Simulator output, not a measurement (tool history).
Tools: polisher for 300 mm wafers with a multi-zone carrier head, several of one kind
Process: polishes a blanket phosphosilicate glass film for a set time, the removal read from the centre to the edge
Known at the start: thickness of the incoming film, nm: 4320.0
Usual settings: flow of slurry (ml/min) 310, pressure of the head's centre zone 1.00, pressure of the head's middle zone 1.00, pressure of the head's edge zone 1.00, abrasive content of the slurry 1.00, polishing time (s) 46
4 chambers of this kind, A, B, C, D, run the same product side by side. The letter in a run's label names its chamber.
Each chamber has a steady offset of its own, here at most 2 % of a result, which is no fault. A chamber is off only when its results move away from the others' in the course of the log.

| run | hour | flow of slurry (ml/min) | pressure of the head's centre zone | pressure of the head's middle zone | pressure of the head's edge zone | abrasive content of the slurry | polishing time (s) | film removed at the wafer's centre (angstrom) | film removed at mid-radius (angstrom) | film removed at the wafer's edge (angstrom) |
|---|---|---|---|---|---|---|---|---|---|---|
| 1B | 6.2 | 310 | 1.00 | 1.00 | 1.00 | 1.00 | 46 | 2415.3 | 2429.1 | 2394.1 |
| 2A | 10.5 | 310 | 1.00 | 1.00 | 1.00 | 1.00 | 46 | 2387.9 | 2404.4 | 2409.6 |
| 3D | 18.7 | 310 | 1.00 | 1.00 | 1.00 | 1.00 | 46 | 2406.7 | 2354.7 | 2431.2 |
| 4C | 23.9 | 310 | 1.00 | 1.00 | 1.00 | 1.00 | 46 | 2435.3 | 2389.7 | 2402.3 |
| 5D | 30.7 | 310 | 1.00 | 1.00 | 1.00 | 1.00 | 46 | 2459.6 | 2362.8 | 2403.4 |
| 6C | 34.6 | 310 | 1.00 | 1.00 | 1.00 | 1.00 | 46 | 2463.0 | 2407.3 | 2361.3 |
| 7B | 38.6 | 310 | 1.00 | 1.00 | 1.00 | 1.00 | 46 | 2400.8 | 2400.2 | 2391.4 |
|  | 41.5 | chamber A: worn pad replaced by a new one |
| 8A | 45.2 | 310 | 1.00 | 1.00 | 1.00 | 1.00 | 46 | 2358.3 | 2403.9 | 2372.3 |
| 9D | 51.0 | 310 | 1.00 | 1.00 | 1.00 | 1.00 | 46 | 2398.8 | 2398.6 | 2398.3 |
|  | 53.8 | chamber C: worn pad replaced by a new one |
| 10A | 56.2 | 310 | 1.00 | 1.00 | 1.00 | 1.00 | 46 | 2354.2 | 2382.7 | 2380.7 |
|  | 57.3 | chamber D: worn pad replaced by a new one |
| 11B | 59.9 | 310 | 1.00 | 1.00 | 1.00 | 1.00 | 46 | 2376.4 | 2383.5 | 2369.9 |
|  | 61.9 | chamber B: worn pad replaced by a new one |
| 12C | 64.0 | 310 | 1.00 | 1.00 | 1.00 | 1.00 | 46 | 2433.6 | 2415.5 | 2416.6 |
| 13A | 70.0 | 310 | 1.00 | 0.95 | 1.00 | 1.00 | 46 | 2381.2 | 2303.6 | 2389.8 |
| 14D | 75.3 | 310 | 1.00 | 0.95 | 1.00 | 1.00 | 46 | 2396.1 | 2300.0 | 2402.9 |
| 15B | 80.4 | 310 | 1.00 | 0.95 | 1.00 | 1.00 | 46 | 2442.3 | 2294.1 | 2447.0 |
| 16C | 84.5 | 310 | 1.00 | 0.95 | 1.00 | 1.00 | 46 | 2421.6 | 2285.7 | 2392.5 |
|  | 85.2 | chamber C: edge zone pressure recalibrated |
| 17B | 88.2 | 310 | 1.00 | 1.00 | 1.00 | 1.00 | 46 | 2420.9 | 2404.2 | 2392.6 |
|  | 89.4 | chamber A: worn pad replaced by a new one |
| 18D | 96.4 | 310 | 0.91 | 1.00 | 1.00 | 1.00 | 46 | 2201.7 | 2387.4 | 2375.8 |
| 19C | 102.9 | 310 | 0.91 | 1.00 | 1.00 | 1.00 | 46 | 2219.3 | 2409.9 | 2371.3 |
| 20A | 108.7 | 310 | 0.91 | 1.00 | 1.00 | 1.00 | 46 | 2112.2 | 2423.1 | 2342.6 |
| 21C | 113.1 | 310 | 0.91 | 1.00 | 1.00 | 1.00 | 46 | 2159.6 | 2400.2 | 2380.9 |
| 22A | 121.5 | 310 | 1.00 | 1.00 | 1.00 | 1.00 | 46 | 2392.0 | 2431.7 | 2417.0 |
|  | 124.8 | chamber C: worn pad replaced by a new one |
| 23D | 126.4 | 310 | 1.00 | 1.00 | 1.00 | 1.00 | 46 | 2470.2 | 2408.6 | 2392.6 |
| 24B | 130.8 | 310 | 1.00 | 1.00 | 1.00 | 1.00 | 46 | 2387.1 | 2423.9 | 2406.1 |
|  | 134.0 | chamber D: worn pad replaced by a new one |
| 25B | 138.7 | 310 | 1.00 | 1.00 | 1.05 | 1.15 | 46 | 2554.1 | 2567.7 | 2653.0 |
| 26C | 145.0 | 310 | 1.00 | 1.00 | 1.05 | 1.15 | 46 | 2584.3 | 2547.3 | 2558.9 |
| 27D | 148.8 | 310 | 1.00 | 1.00 | 1.05 | 1.15 | 46 | 2664.9 | 2547.3 | 2688.4 |
|  | 149.9 | chamber A: worn pad replaced by a new one |
| 28A | 153.4 | 310 | 1.00 | 1.00 | 1.05 | 1.15 | 46 | 2517.6 | 2565.3 | 2618.1 |
| 29B | 159.0 | 310 | 1.00 | 1.00 | 1.00 | 1.00 | 46 | 2346.8 | 2398.4 | 2375.4 |
|  | 163.5 | chamber B: worn pad replaced by a new one |
| 30D | 164.2 | 310 | 1.00 | 1.00 | 1.00 | 1.00 | 46 | 2518.6 | 2385.3 | 2378.9 |
|  | 170.5 | chamber A: edge zone pressure recalibrated |
| 31A | 172.7 | 310 | 1.00 | 1.00 | 1.00 | 1.00 | 46 | 2340.8 | 2408.6 | 2408.6 |
| 32C | 178.0 | 310 | 1.00 | 1.00 | 1.00 | 1.00 | 46 | 2412.2 | 2413.9 | 2412.9 |
| 33A | 183.3 | 310 | 1.00 | 1.00 | 1.00 | 1.00 | 46 | 2355.9 | 2417.5 | 2370.1 |
| 34D | 187.7 | 310 | 1.00 | 1.00 | 1.00 | 1.00 | 46 | 2577.8 | 2377.5 | 2447.1 |
|  | 189.6 | chamber C: worn pad replaced by a new one |
|  | 193.2 | chamber A: slurry nozzle cleaned |
| 35C | 195.3 | 310 | 1.00 | 1.00 | 1.00 | 1.00 | 46 | 2422.8 | 2398.8 | 2416.8 |
| 36B | 201.7 | 365 | 1.00 | 1.00 | 1.00 | 1.00 | 46 | 2397.7 | 2439.2 | 2408.5 |
|  | 205.4 | chamber A: worn pad replaced by a new one |
| 37A | 205.8 | 365 | 1.00 | 1.00 | 1.00 | 1.00 | 46 | 2382.3 | 2427.0 | 2393.0 |

What goes on in this fleet: one chamber off, a drifting gauge, or nothing beyond the chambers' own small offsets? Name the chamber and the cause, if any.

Chamber D drifts away from the others.
Cause: centre zone's pressure above its setpoint, % = 7.

Here are 4 candidates for chamber D's next run, each the usual settings with a change, their results left as question marks. Which one brings its results back in line with what the others give on the usual settings?
In line means no further than this from the other chambers' mean on the usual settings: film removed at the wafer's centre (angstrom) 69.0; film removed at mid-radius (angstrom) 51.0; film removed at the wafer's edge (angstrom) 91.0
| 38D-1 | 211.9 | 315 | 1.06 | 0.97 | 0.99 | 1.00 | 47 | ? | ? | ? |
| 38D-2 | 211.9 | 305 | 0.94 | 1.03 | 1.01 | 1.00 | 45 | ? | ? | ? |
| 38D-3 | 211.9 | 310 | 1.03 | 0.99 | 0.99 | 1.00 | 46 | ? | ? | ? |
| 38D-4 | 211.9 | 310 | 0.98 | 1.01 | 1.01 | 1.00 | 46 | ? | ? | ? |

The other chambers' mean on the usual settings: film removed at the wafer's centre (angstrom) 2395.7; film removed at mid-radius (angstrom) 2408.2; film removed at the wafer's edge (angstrom) 2391.4
| run | film removed at the wafer's centre (angstrom) | film removed at mid-radius (angstrom) | film removed at the wafer's edge (angstrom) |
|---|---|---|---|
| 38D-1 | 2834.3 | 2366.3 | 2451.5 |
| 38D-2 | 2378.5 | 2389.8 | 2364.5 |
| 38D-3 | 2686.0 | 2357.1 | 2395.8 |
| 38D-4 | 2546.9 | 2402.0 | 2420.7 |
38D-2 brings the chamber back in line.

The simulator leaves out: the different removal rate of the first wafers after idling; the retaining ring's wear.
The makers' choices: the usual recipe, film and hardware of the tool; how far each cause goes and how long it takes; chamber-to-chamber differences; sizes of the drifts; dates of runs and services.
